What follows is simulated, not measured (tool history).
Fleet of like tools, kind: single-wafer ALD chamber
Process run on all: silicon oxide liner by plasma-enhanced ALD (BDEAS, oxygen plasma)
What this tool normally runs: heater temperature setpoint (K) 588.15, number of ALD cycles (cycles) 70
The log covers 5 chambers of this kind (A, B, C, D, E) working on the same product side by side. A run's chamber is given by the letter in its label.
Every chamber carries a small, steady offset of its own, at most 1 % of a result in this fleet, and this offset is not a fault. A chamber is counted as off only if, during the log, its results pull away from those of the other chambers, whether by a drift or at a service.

run     day  heater temperature setpoint (K)  number of ALD cycles (cycles)  read-back reference wafer on the same gauge, thickness_nm  mean film thickness on the monitor wafer (nm)
 1A   0.346                           588.15                             70                                                     6.3730                                         6.4133
 2C   0.629                           588.15                             70                                                     6.3716                                         6.4347
 3B   1.017                           588.15                             70                                                     6.3743                                         6.3945
 4D   1.317                           588.15                             70                                                     6.3751                                         6.4318
 5E   1.617                           588.15                             70                                                     6.3761                                         6.3765
 6A   1.929                           588.15                             70                                                     6.3749                                         6.3990
 7E   2.125                           588.15                             70                                                     6.3756                                         6.3739
 8D   2.483                           575.15                             83                                                     6.3790                                         7.7735
 9C   2.862                           575.15                             83                                                     6.3805                                         7.7669
10B   3.108                           575.15                             83                                                     6.3776                                         7.7462
11E   3.429                           575.15                             83                                                     6.3817                                         7.6965
12B   3.625                           575.15                             83                                                     6.3793                                         7.7354
13C   3.975                           576.15                             60                                                     6.3809                                         5.6079
14A   4.238                           576.15                             60                                                     6.3843                                         5.5879
15D   4.646                           576.15                             60                                                     6.3865                                         5.6050
16E   5.067                           576.15                             60                                                     6.3878                                         5.5664
17A   5.358                           576.15                             60                                                     6.3883                                         5.5889
18C   5.733                           588.15                             70                                                     6.3889                                         6.4457
19D   5.967                           588.15                             70                                                     6.3904                                         6.4333
20B   6.238                           588.15                             70                                                     6.3893                                         6.4138
21C   6.492                           588.15                             70                                                     6.3902                                         6.4386
22B   6.871                           588.15                             70                                                     6.3941                                         6.4192
23D   7.075                           588.15                             70                                                     6.3931                                         6.4404
24E   7.296                           588.15                             70                                                     6.3942                                         6.4015
25A   7.704                           588.15                             70                                                     6.3979                                         6.4204
26A   8.012                           588.15                             70                                                     6.3943                                         6.4273
27C   8.375                           588.15                             70                                                     6.3980                                         6.4573
28E   8.567                           588.15                             70                                                     6.4004                                         6.4017
29D   8.971                           579.15                             59                                                     6.4024                                         5.4975
30B   9.233                           579.15                             59                                                     6.4012                                         5.4865
31E   9.467                           579.15                             59                                                     6.4045                                         5.4756
32A   9.771                           579.15                             59                                                     6.4011                                         5.4966
33B  10.179                           579.15                             59                                                     6.4038                                         5.4905
34D  10.421                           588.15                             70                                                     6.4060                                         6.4488
35C  10.671                           588.15                             70                                                     6.4046                                         6.4487

Which is it: a chamber that has drifted or been left off by a service, a gauge drift common to all chambers, or only each chamber's usual small offset? If a chamber is off, name it and its likeliest cause.

The gauge drifts, so all chambers seem to drift together. No chamber is off.
Most likely cause: gauge reads high (%) = 0.587.

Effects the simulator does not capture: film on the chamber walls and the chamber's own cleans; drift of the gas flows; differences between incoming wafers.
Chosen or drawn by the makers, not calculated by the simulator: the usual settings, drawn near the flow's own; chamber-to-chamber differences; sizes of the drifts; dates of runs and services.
